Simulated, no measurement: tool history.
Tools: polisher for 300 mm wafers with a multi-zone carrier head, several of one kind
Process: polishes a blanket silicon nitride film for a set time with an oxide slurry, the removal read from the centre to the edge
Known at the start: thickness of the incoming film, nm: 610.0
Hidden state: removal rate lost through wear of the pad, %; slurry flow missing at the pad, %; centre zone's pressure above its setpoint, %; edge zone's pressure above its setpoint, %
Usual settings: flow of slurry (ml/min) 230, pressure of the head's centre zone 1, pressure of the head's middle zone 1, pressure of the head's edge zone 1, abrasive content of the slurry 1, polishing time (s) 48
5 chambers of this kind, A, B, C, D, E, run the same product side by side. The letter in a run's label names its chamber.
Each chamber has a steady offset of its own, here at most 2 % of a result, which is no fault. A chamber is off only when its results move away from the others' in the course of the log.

run   hour  flow of slurry (ml/min)  pressure of the head's centre zone  pressure of the head's middle zone  pressure of the head's edge zone  abrasive content of the slurry  polishing time (s)  wafers polished on this pad  hours since the slurry nozzle was cleaned  hours since the centre zone pressure was calibrated  hours since the edge zone pressure was calibrated  film removed at the wafer's centre (nm)  film removed at mid-radius (nm)  film removed at the wafer's edge (nm)
       2.3  -- chamber A: centre zone pressure recalibrated
 1E      5                      230                                   1                                   1                                 1                               1                  48                          536                                      383.3                                                   71                                             1452.4                                   41.304                           41.693                                  41.79
       6.6  -- chamber E: edge zone pressure recalibrated
 2C   13.6                      230                                   1                                   1                                 1                               1                  48                          511                                      353.2                                                361.2                                              574.7                                   40.963                           41.497                                 41.087
      14.1  -- chamber A: worn pad replaced by a new one
 3A   19.2                      230                                   1                                   1                                 1                               1                  48                           80                                      293.9                                                 16.9                                              815.4                                   41.898                           41.785                                 41.677
      26.9  -- chamber C: worn pad replaced by a new one
 4D   27.5                      230                                   1                                   1                                 1                               1                  48                         1065                                       62.3                                                690.4                                              187.8                                   41.945                           42.591                                 41.515
 5B   31.6                      230                                   1                                   1                                 1                               1                  48                          663                                      232.4                                                453.7                                             1215.2                                   42.499                           41.963                                 42.734
      33.5  -- chamber B: worn pad replaced by a new one
 6E   36.6                      230                                   1                                   1                                 1                               1                  48                         1030                                      414.9                                                102.6                                               30.1                                    41.33                           41.204                                 41.853
      38.7  -- chamber E: worn pad replaced by a new one
 7B   42.5                      230                                   1                                   1                                 1                               1                  48                          141                                      243.3                                                464.6                                             1226.1                                   42.327                           42.019                                  42.67
 8D   48.2                      230                                   1                                   1                                 1                               1                  48                         1388                                         83                                                711.1                                              208.5                                   42.555                           42.065                                 41.837
      49.6  -- chamber A: worn pad replaced by a new one
      50.6  -- chamber D: worn pad replaced by a new one
 9C   52.3                      230                                   1                                   1                                 1                               1                  48                          398                                      391.9                                                399.9                                              613.4                                   41.355                           41.886                                 41.795
10A   57.9                      230                                   1                                   1                                 1                               1                  48                          129                                      332.6                                                 55.6                                              854.1                                   42.177                           41.964                                  41.81
11C   66.8                      230                                   1                                   1                                 1                               1                  48                          624                                      406.4                                                414.4                                              627.9                                   40.803                           42.354                                 41.686
      69.6  -- chamber B: worn pad replaced by a new one
12A   74.5                      230                                   1                                   1                                 1                               1                  48                          389                                      349.2                                                 72.2                                              870.7                                   41.852                           42.328                                  41.61
      76.1  -- chamber C: worn pad replaced by a new one
13B   79.9                      230                                   1                                   1                                 1                               1                  48                          161                                      280.7                                                  502                                             1263.5                                   42.439                           42.784                                 42.733
14E   88.6                      230                                   1                                   1                                 1                               1                  48                          780                                      466.9                                                154.6                                               82.1                                   41.584                           42.329                                 41.763
15D   93.3                      230                                   1                                   1                              0.95                            0.75                  48                          668                                      128.1                                                756.2                                              253.6                                    36.62                            36.52                                 35.297
        95  -- chamber A: worn pad replaced by a new one
16C   97.7                      230                                   1                                   1                              0.95                            0.75                  48                          337                                      437.3                                                445.3                                              658.8                                   35.727                           36.981                                 35.002
17A  106.4                      230                                   1                                   1                              0.95                            0.75                  48                          178                                      381.1                                                104.1                                              902.6                                   36.999                           36.181                                 35.263
       110  -- chamber B: worn pad replaced by a new one
     112.8  -- chamber B: centre zone pressure recalibrated
18D  114.2                      230                                   1                                   1                              0.95                            0.75                  48                          995                                        149                                                777.1                                              274.5                                   37.027                           36.291                                 35.523
19B  121.8                      230                                   1                                   1                              0.95                            0.75                  48                          185                                      322.6                                                  9.1                                             1305.4                                    36.91                           37.028                                 35.592
     122.8  -- chamber E: worn pad replaced by a new one
     127.6  -- chamber C: worn pad replaced by a new one
20E    130                      230                                   1                                   1                                 1                               1                  48                          113                                      508.3                                                  196                                              123.5                                   41.508                           41.833                                 41.578
       139  -- chamber D: worn pad replaced by a new one
     139.1  -- chamber A: worn pad replaced by a new one
21A  139.1                      230                                   1                                   1                                 1                               1                  48                            1                                      413.8                                                136.8                                              935.3                                   42.183                            43.41                                 41.711
       146  -- chamber B: worn pad replaced by a new one
22D  146.8                      230                                   1                                   1                                 1                               1                  48                          123                                      181.6                                                809.7                                              307.1                                   42.508                           41.855                                 41.422
23E  154.1                      230                                   1                                   1                                 1                               1                  48                          490                                      532.4                                                220.1                                              147.6                                    41.06                            42.35                                 41.574
     157.1  -- chamber B: slurry nozzle cleaned
24C  158.2                      230                                   1                                   1                                 1                               1                  48                          478                                      497.8                                                505.8                                              719.3                                   41.652                           43.217                                 41.406
25B  167.2                      230                                   1                                   1                                 1                               1                  48                          332                                       10.2                                                 54.5                                             1350.8                                   42.128                           42.722                                  42.79
     169.7  -- chamber C: worn pad replaced by a new one
26A  175.9                      190                                   1                                   1                                 1                            1.15                  48                          576                                      450.6                                                173.6                                              972.1                                   43.402                           44.146                                 43.763
27E    183                      190                                   1                                   1                                 1                            1.15                  48                          941                                      561.3                                                  249                                              176.5                                    42.09                           42.577                                 43.644
28C  187.2                      190                                   1                                   1                                 1                            1.15                  48                          274                                      526.8                                                534.8                                              748.3                                   42.707                           43.598                                 43.313
       188  -- chamber B: worn pad replaced by a new one
29B  192.8                      190                                   1                                   1                                 1                            1.15                  48                           76                                       35.8                                                 80.1                                             1376.4                                   43.051                            43.89                                 44.524
30D    199                      190                                   1                                   1                                 1                            1.15                  48                          939                                      233.8                                                861.9                                              359.3                                   44.241                           43.138                                 43.647

What goes on in this fleet: one chamber off, a drifting gauge, or nothing beyond the chambers' own small offsets? Name the chamber and the cause, if any.

No chamber stands off beyond its own small offset, and the gauge holds steady.
